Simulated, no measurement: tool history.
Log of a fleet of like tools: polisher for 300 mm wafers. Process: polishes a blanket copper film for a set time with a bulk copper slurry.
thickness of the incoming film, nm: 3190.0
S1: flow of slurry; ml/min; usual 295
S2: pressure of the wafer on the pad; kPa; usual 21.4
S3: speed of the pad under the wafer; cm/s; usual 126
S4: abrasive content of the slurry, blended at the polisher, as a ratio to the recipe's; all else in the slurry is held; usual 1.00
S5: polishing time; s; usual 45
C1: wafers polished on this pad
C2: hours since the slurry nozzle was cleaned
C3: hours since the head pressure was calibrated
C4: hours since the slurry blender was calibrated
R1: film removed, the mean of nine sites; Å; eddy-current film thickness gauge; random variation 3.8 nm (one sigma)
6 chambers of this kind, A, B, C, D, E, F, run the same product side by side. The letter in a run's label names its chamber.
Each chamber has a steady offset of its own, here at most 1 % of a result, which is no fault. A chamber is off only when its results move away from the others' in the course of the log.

At hour 0.6: chamber E: worn pad replaced by a new one.
At hour 7.6: chamber B: worn pad replaced by a new one.
At hour 11.5: chamber E: slurry blender recalibrated.
Run 1F, hour 12.7: usual settings; C1 625; C2 154.7; C3 598.4; C4 160.1. Result: R1 4792.3 Å.
Run 2B, hour 26.4: usual settings; C1 250; C2 160.2; C3 391.2; C4 442.7. Result: R1 4922.6 Å.
At hour 38.4: chamber E: slurry nozzle cleaned.
Run 3C, hour 39.2: usual settings; C1 806; C2 68.0; C3 414.2; C4 282.5. Result: R1 4877.4 Å.
At hour 39.6: chamber D: worn pad replaced by a new one.
At hour 43.8: chamber A: slurry blender recalibrated.
At hour 43.9: chamber D: slurry nozzle cleaned.
At hour 47.3: chamber A: worn pad replaced by a new one.
At hour 47.4: chamber E: head pressure recalibrated.
Run 4A, hour 50.0: usual settings; C1 36; C2 218.2; C3 966.8; C4 6.3. Result: R1 4933.8 Å.
At hour 53.3: chamber F: worn pad replaced by a new one.
Run 5E, hour 62.3: usual settings; C1 821; C2 23.9; C3 14.9; C4 50.9. Result: R1 4927.5 Å.
At hour 64.2: chamber C: worn pad replaced by a new one.
At hour 74.8: chamber B: worn pad replaced by a new one.
At hour 75.3: chamber C: slurry blender recalibrated.
Run 6D, hour 76.0: usual settings; C1 485; C2 32.1; C3 344.4; C4 331.1. Result: R1 4875.4 Å.
At hour 79.4: chamber A: slurry nozzle cleaned.
At hour 80.8: chamber B: slurry nozzle cleaned.
At hour 82.0: chamber E: worn pad replaced by a new one.
At hour 82.7: chamber B: slurry blender recalibrated.
Run 7C, hour 88.4: usual settings; C1 322; C2 117.2; C3 463.4; C4 13.1. Result: R1 4873.1 Å.
Run 8A, hour 94.6: usual settings; C1 630; C2 15.2; C3 1011.4; C4 50.9. Result: R1 4926.5 Å.
Run 9E, hour 102.6: usual settings; C1 275; C2 64.2; C3 55.2; C4 91.2. Result: R1 4872.2 Å.
At hour 111.8: chamber D: worn pad replaced by a new one.
Run 10B, hour 116.3: usual settings; C1 553; C2 35.6; C3 481.1; C4 33.6. Result: R1 4837.8 Å.
Run 11F, hour 124.5: usual settings; C1 948; C2 266.5; C3 710.2; C4 271.9. Result: R1 4839.0 Å.
At hour 129.2: chamber A: worn pad replaced by a new one.
Run 12D, hour 134.7: usual settings; C1 305; C2 90.8; C3 403.1; C4 389.8. Result: R1 4844.1 Å.
Run 13F, hour 147.4: usual settings; C1 1253; C2 289.4; C3 733.1; C4 294.8. Result: R1 4807.2 Å.
At hour 147.6: chamber C: worn pad replaced by a new one.
At hour 151.8: chamber B: worn pad replaced by a new one.
Run 14D, hour 155.4: usual settings; C1 580; C2 111.5; C3 423.8; C4 410.5. Result: R1 4881.9 Å.
At hour 165.6: chamber E: worn pad replaced by a new one.
At hour 167.4: chamber F: worn pad replaced by a new one.
Run 15A, hour 169.3: usual settings; C1 534; C2 89.9; C3 1086.1; C4 125.6. Result: R1 4859.7 Å.
At hour 172.7: chamber E: slurry blender recalibrated.
Run 16E, hour 175.5: usual settings; C1 132; C2 137.1; C3 128.1; C4 2.8. Result: R1 4911.8 Å.
At hour 179.5: chamber C: slurry nozzle cleaned.
At hour 181.8: chamber D: worn pad replaced by a new one.
Run 17B, hour 182.3: usual settings but S1 230 ml/min; C1 406; C2 101.6; C3 547.1; C4 99.6. Result: R1 4709.6 Å.
At hour 185.7: chamber A: slurry blender recalibrated.
At hour 188.7: chamber F: head pressure recalibrated.
At hour 189.5: chamber B: head pressure recalibrated.
Run 18C, hour 193.6: usual settings but S1 230 ml/min; C1 612; C2 14.2; C3 568.6; C4 118.3. Result: R1 4708.8 Å.
Run 19B, hour 203.0: usual settings but S1 230 ml/min; C1 681; C2 122.3; C3 13.5; C4 120.3. Result: R1 4730.0 Å.
At hour 203.1: chamber A: worn pad replaced by a new one.
At hour 209.3: chamber A: head pressure recalibrated.
Run 20A, hour 210.0: usual settings but S1 230 ml/min; C1 92; C2 130.6; C3 0.8; C4 24.4. Result: R1 4460.5 Å.
At hour 216.9: chamber B: worn pad replaced by a new one.
Run 21C, hour 221.6: usual settings but S1 230 ml/min; C1 985; C2 42.2; C3 596.6; C4 146.3. Result: R1 4705.0 Å.
At hour 223.4: chamber F: slurry blender recalibrated.
Run 22D, hour 231.6: usual settings but S1 230 ml/min; C1 663; C2 187.7; C3 500.0; C4 486.7. Result: R1 4707.9 Å.
At hour 231.7: chamber C: worn pad replaced by a new one.
At hour 233.1: chamber E: worn pad replaced by a new one.
At hour 235.0: chamber D: slurry blender recalibrated.
Run 23E, hour 244.2: usual settings but S4 0.85; C1 148; C2 205.8; C3 196.8; C4 71.5. Result: R1 4712.5 Å.
At hour 248.2: chamber D: worn pad replaced by a new one.
Run 24F, hour 256.1: usual settings but S4 0.85; C1 1181; C2 398.1; C3 67.5; C4 32.7. Result: R1 4622.9 Å.
Run 25B, hour 269.8: usual settings but S4 0.85; C1 704; C2 189.1; C3 80.3; C4 187.1. Result: R1 4670.6 Å.
At hour 272.1: chamber A: worn pad replaced by a new one.
At hour 275.4: chamber F: worn pad replaced by a new one.
Run 26C, hour 282.5: usual settings but S4 0.85; C1 677; C2 103.1; C3 657.5; C4 207.2. Result: R1 4619.1 Å.
At hour 289.7: chamber B: slurry nozzle cleaned.
At hour 290.4: chamber B: worn pad replaced by a new one.
Run 27D, hour 296.0: usual settings but S4 0.85; C1 637; C2 252.1; C3 564.4; C4 61.0. Result: R1 4774.5 Å.
At hour 303.0: chamber E: worn pad replaced by a new one.
At hour 304.7: chamber A: slurry nozzle cleaned.
Run 28E, hour 307.5: usual settings but S4 0.85; C1 59; C2 269.1; C3 260.1; C4 134.8. Result: R1 4706.8 Å.
At hour 310.2: chamber C: worn pad replaced by a new one.
Run 29F, hour 314.0: usual settings; C1 514; C2 456.0; C3 125.4; C4 90.6. Result: R1 4844.7 Å.
At hour 316.4: chamber A: slurry blender recalibrated.
Run 30A, hour 321.5: usual settings; C1 657; C2 16.8; C3 112.3; C4 5.1. Result: R1 4572.8 Å.
At hour 325.7: chamber D: worn pad replaced by a new one.
Run 31F, hour 330.8: usual settings; C1 738; C2 472.8; C3 142.2; C4 107.4. Result: R1 4776.0 Å.
At hour 331.3: chamber D: slurry nozzle cleaned.
Run 32B, hour 343.5: usual settings but S2 16.5 kPa, S3 152 cm/s; C1 707; C2 53.9; C3 154.0; C4 260.8. Result: R1 4555.6 Å.
Run 33A, hour 352.1: usual settings but S2 16.5 kPa, S3 152 cm/s; C1 1064; C2 47.4; C3 142.9; C4 35.7. Result: R1 4328.8 Å.
At hour 352.6: chamber E: slurry blender recalibrated.
At hour 353.5: chamber E: slurry nozzle cleaned.
Run 34D, hour 362.7: usual settings but S2 16.5 kPa, S3 152 cm/s; C1 492; C2 31.4; C3 631.1; C4 127.7. Result: R1 4537.5 Å.
Run 35E, hour 372.9: usual settings but S2 16.5 kPa, S3 152 cm/s; C1 930; C2 19.4; C3 325.5; C4 20.3. Result: R1 4498.2 Å.
Run 36C, hour 381.6: usual settings but S2 16.5 kPa, S3 152 cm/s; C1 951; C2 202.2; C3 756.6; C4 306.3. Result: R1 4565.7 Å.

All 6 chambers run these settings next. Forecast each chamber's results:
Run 37A, hour 391.9: usual settings but S3 164 cm/s. Result: R1 ?.
Run 37B, hour 391.9: usual settings but S3 164 cm/s. Result: R1 ?.
Run 37C, hour 391.9: usual settings but S3 164 cm/s. Result: R1 ?.
Run 37D, hour 391.9: usual settings but S3 164 cm/s. Result: R1 ?.
Run 37E, hour 391.9: usual settings but S3 164 cm/s. Result: R1 ?.
Run 37F, hour 391.9: usual settings but S3 164 cm/s. Result: R1 ?.

run      R1
37A  5976.1
37B  6273.4
37C  6300.4
37D  6336.4
37E  6244.5
37F  6264.6
